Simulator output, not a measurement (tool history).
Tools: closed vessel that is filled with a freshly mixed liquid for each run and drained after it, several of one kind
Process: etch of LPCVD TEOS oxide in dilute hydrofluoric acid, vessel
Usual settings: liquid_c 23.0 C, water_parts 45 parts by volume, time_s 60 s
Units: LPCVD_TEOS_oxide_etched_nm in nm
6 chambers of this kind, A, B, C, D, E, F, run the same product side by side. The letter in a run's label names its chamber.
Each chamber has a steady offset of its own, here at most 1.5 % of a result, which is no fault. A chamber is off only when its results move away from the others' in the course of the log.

run	day	liquid_c	water_parts	time_s	read-back film thickness of the LPCVD TEOS oxide reference wafer, read on the same gauge (nm)	LPCVD_TEOS_oxide_etched_nm
1E	0.450	23.0	45	60	49.973	76.880
2C	1.083	23.0	45	60	49.993	75.849
3D	1.596	23.0	45	60	49.984	76.018
4F	2.042	23.0	45	60	50.027	77.217
5B	2.488	23.0	45	60	49.990	77.162
6A	2.888	23.0	45	60	49.985	76.675
7B	3.242	23.0	45	60	50.007	76.200
8D	3.654	23.0	45	60	50.006	77.042
9F	4.292	23.0	45	60	49.969	75.716
10E	4.862	23.0	45	60	50.030	77.681
11C	5.392	23.0	30	80	49.972	151.690
12A	5.829	23.0	30	80	49.985	155.680
# day 6.025: chamber C: thermometer replaced
13B	6.183	23.0	30	80	49.986	152.620
14E	6.833	23.0	30	80	49.971	154.660
15F	7.454	23.0	30	80	50.019	153.390
16C	7.808	23.0	30	80	49.999	149.860
17D	8.458	23.0	45	60	49.982	77.657
18A	9.117	20.0	45	50	49.970	57.431
19F	9.658	20.0	45	50	50.010	56.666
20A	10.329	20.0	45	50	49.969	56.339
21B	10.683	20.0	45	50	49.995	56.096
22D	11.288	20.0	45	50	49.998	56.858
23C	11.675	20.0	45	50	50.010	53.283
24E	12.062	23.0	45	60	49.985	76.425
25A	12.567	23.0	45	60	50.015	78.361
26B	13.033	23.0	45	60	50.016	75.876
27E	13.658	23.0	45	60	49.975	76.579
28F	13.962	23.0	45	60	49.971	76.130
29C	14.262	23.0	45	60	49.993	69.959
30D	14.762	23.0	45	60	49.994	76.296
31C	15.367	23.0	45	40	49.971	46.614
32F	15.842	23.0	45	40	50.015	50.502
33E	16.246	23.0	45	40	50.009	51.203
34A	16.704	23.0	45	40	49.994	52.068
35B	17.083	23.0	45	40	49.986	51.053
36D	17.392	23.0	45	40	49.978	50.684
37B	17.867	23.0	45	60	49.975	76.169

All 6 chambers run these settings next. Forecast each chamber's results:
38A	18.350	24.5	45	60		?
38B	18.350	24.5	45	60		?
38C	18.350	24.5	45	60		?
38D	18.350	24.5	45	60		?
38E	18.350	24.5	45	60		?
38F	18.350	24.5	45	60		?

run	LPCVD_TEOS_oxide_etched_nm
38A	83.424
38B	81.706
38C	73.311
38D	82.277
38E	80.800
38F	81.003
